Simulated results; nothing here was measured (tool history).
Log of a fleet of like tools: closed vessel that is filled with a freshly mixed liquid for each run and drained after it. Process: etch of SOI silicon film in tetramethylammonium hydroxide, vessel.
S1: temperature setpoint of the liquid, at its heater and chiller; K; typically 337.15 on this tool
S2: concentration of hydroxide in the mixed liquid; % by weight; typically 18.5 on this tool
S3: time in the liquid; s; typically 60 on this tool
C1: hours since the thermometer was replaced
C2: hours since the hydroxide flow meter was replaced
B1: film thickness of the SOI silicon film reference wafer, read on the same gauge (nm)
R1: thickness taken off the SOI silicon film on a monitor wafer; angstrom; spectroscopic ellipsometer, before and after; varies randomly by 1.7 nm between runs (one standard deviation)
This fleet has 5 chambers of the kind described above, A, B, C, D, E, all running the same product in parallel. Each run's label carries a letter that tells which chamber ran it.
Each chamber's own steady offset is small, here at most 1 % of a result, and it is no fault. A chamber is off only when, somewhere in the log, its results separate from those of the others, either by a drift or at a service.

{"run": "1E", "hour": 5.5, "S1": 337.15, "S2": 18.5, "S3": 60, "C1": 2263.4, "C2": 445.8, "B1": 30.049, "R1": 2491.4}
{"run": "2C", "hour": 9.9, "S1": 337.15, "S2": 18.5, "S3": 60, "C1": 2300.5, "C2": 553.6, "B1": 29.996, "R1": 2526.5}
{"run": "3B", "hour": 14.8, "S1": 337.15, "S2": 18.5, "S3": 60, "C1": 2227.1, "C2": 503.6, "B1": 30.023, "R1": 2500.6}
{"run": "4D", "hour": 18.5, "S1": 337.15, "S2": 18.5, "S3": 60, "C1": 550.7, "C2": 421.7, "B1": 29.984, "R1": 2488.2}
{"run": "5A", "hour": 23.1, "S1": 337.15, "S2": 18.5, "S3": 60, "C1": 1494.1, "C2": 944.6, "B1": 30.027, "R1": 2484.5}
{"run": "6C", "hour": 28.5, "S1": 337.15, "S2": 18.5, "S3": 60, "C1": 2319.1, "C2": 572.2, "B1": 30.007, "R1": 2506.9}
{"run": "7D", "hour": 35.2, "S1": 337.15, "S2": 18.5, "S3": 60, "C1": 567.4, "C2": 438.4, "B1": 29.992, "R1": 2496.6}
{"run": "8A", "hour": 41.4, "S1": 337.15, "S2": 18.5, "S3": 60, "C1": 1512.4, "C2": 962.9, "B1": 29.994, "R1": 2501.4}
{"run": "9B", "hour": 49.7, "S1": 337.15, "S2": 18.5, "S3": 60, "C1": 2262.0, "C2": 538.5, "B1": 30.021, "R1": 2491.4}
{"run": "10E", "hour": 54.9, "S1": 337.15, "S2": 18.5, "S3": 60, "C1": 2312.8, "C2": 495.2, "B1": 29.984, "R1": 2504.5}
{"run": "11C", "hour": 62.5, "S1": 337.15, "S2": 18.5, "S3": 60, "C1": 2353.1, "C2": 606.2, "B1": 30.001, "R1": 2506.9}
{"run": "12A", "hour": 69.3, "S1": 337.15, "S2": 18.5, "S3": 60, "C1": 1540.3, "C2": 990.8, "B1": 30.024, "R1": 2493.6}
{"run": "13D", "hour": 73.2, "S1": 337.15, "S2": 18.5, "S3": 60, "C1": 605.4, "C2": 476.4, "B1": 29.979, "R1": 2493.5}
{"run": "14B", "hour": 77.9, "S1": 344.15, "S2": 18.5, "S3": 60, "C1": 2290.2, "C2": 566.7, "B1": 29.99, "R1": 3808.2}
{"hour": 79.5, "done": "chamber C: thermometer replaced"}
{"run": "15E", "hour": 85.6, "S1": 344.15, "S2": 18.5, "S3": 60, "C1": 2343.5, "C2": 525.9, "B1": 30.01, "R1": 3860.3}
{"run": "16E", "hour": 93.1, "S1": 344.15, "S2": 18.5, "S3": 60, "C1": 2351.0, "C2": 533.4, "B1": 29.995, "R1": 3874.7}
{"run": "17D", "hour": 99.7, "S1": 344.15, "S2": 18.5, "S3": 60, "C1": 631.9, "C2": 502.9, "B1": 29.998, "R1": 3794.4}
{"run": "18A", "hour": 103.7, "S1": 344.15, "S2": 18.5, "S3": 60, "C1": 1574.7, "C2": 1025.2, "B1": 30.013, "R1": 3764.3}
{"run": "19B", "hour": 108.0, "S1": 337.15, "S2": 18.5, "S3": 60, "C1": 2320.3, "C2": 596.8, "B1": 29.988, "R1": 2489.4}
{"run": "20C", "hour": 111.8, "S1": 337.15, "S2": 18.5, "S3": 60, "C1": 32.4, "C2": 655.5, "B1": 29.991, "R1": 2530.5}
{"run": "21D", "hour": 116.5, "S1": 337.15, "S2": 18.5, "S3": 60, "C1": 648.7, "C2": 519.7, "B1": 29.971, "R1": 2502.1}
{"run": "22A", "hour": 120.3, "S1": 337.15, "S2": 18.5, "S3": 60, "C1": 1591.3, "C2": 1041.8, "B1": 30.002, "R1": 2512.7}
{"run": "23B", "hour": 128.4, "S1": 337.15, "S2": 18.5, "S3": 60, "C1": 2340.7, "C2": 617.2, "B1": 30.014, "R1": 2503.0}
{"run": "24C", "hour": 135.0, "S1": 337.15, "S2": 18.5, "S3": 60, "C1": 55.6, "C2": 678.7, "B1": 29.998, "R1": 2504.5}
{"run": "25E", "hour": 141.1, "S1": 337.15, "S2": 18.5, "S3": 50, "C1": 2399.0, "C2": 581.4, "B1": 29.986, "R1": 2145.7}
{"run": "26A", "hour": 146.8, "S1": 337.15, "S2": 18.5, "S3": 50, "C1": 1617.8, "C2": 1068.3, "B1": 29.962, "R1": 2093.0}
{"run": "27D", "hour": 155.2, "S1": 337.15, "S2": 18.5, "S3": 50, "C1": 687.4, "C2": 558.4, "B1": 30.008, "R1": 2085.5}
{"run": "28B", "hour": 160.7, "S1": 337.15, "S2": 18.5, "S3": 50, "C1": 2373.0, "C2": 649.5, "B1": 30.01, "R1": 2081.3}
{"run": "29C", "hour": 167.1, "S1": 337.15, "S2": 18.5, "S3": 50, "C1": 87.7, "C2": 710.8, "B1": 29.98, "R1": 2087.3}
{"run": "30E", "hour": 175.2, "S1": 337.15, "S2": 18.5, "S3": 60, "C1": 2433.1, "C2": 615.5, "B1": 29.976, "R1": 2587.0}
{"run": "31C", "hour": 180.5, "S1": 337.15, "S2": 18.5, "S3": 60, "C1": 101.1, "C2": 724.2, "B1": 30.002, "R1": 2481.3}
{"run": "32D", "hour": 185.1, "S1": 337.15, "S2": 18.5, "S3": 60, "C1": 717.3, "C2": 588.3, "B1": 29.995, "R1": 2508.5}
{"run": "33A", "hour": 189.7, "S1": 337.15, "S2": 18.5, "S3": 60, "C1": 1660.7, "C2": 1111.2, "B1": 29.992, "R1": 2504.1}
{"run": "34B", "hour": 197.3, "S1": 334.65, "S2": 22.5, "S3": 60, "C1": 2409.6, "C2": 686.1, "B1": 29.987, "R1": 1963.2}
{"run": "35E", "hour": 202.4, "S1": 334.65, "S2": 22.5, "S3": 60, "C1": 2460.3, "C2": 642.7, "B1": 29.977, "R1": 2074.3}
{"run": "36E", "hour": 208.1, "S1": 334.65, "S2": 22.5, "S3": 60, "C1": 2466.0, "C2": 648.4, "B1": 29.995, "R1": 2072.8}

Each of the 5 chambers runs these same settings next. Fill in every chamber's results:
{"run": "37A", "hour": 214.1, "S1": 337.15, "S2": 15.0, "S3": 60, "R1": "?"}
{"run": "37B", "hour": 214.1, "S1": 337.15, "S2": 15.0, "S3": 60, "R1": "?"}
{"run": "37C", "hour": 214.1, "S1": 337.15, "S2": 15.0, "S3": 60, "R1": "?"}
{"run": "37D", "hour": 214.1, "S1": 337.15, "S2": 15.0, "S3": 60, "R1": "?"}
{"run": "37E", "hour": 214.1, "S1": 337.15, "S2": 15.0, "S3": 60, "R1": "?"}

run=37A R1=2701.8
run=37B R1=2709.4
run=37C R1=2667.9
run=37D R1=2656.0
run=37E R1=2868.4
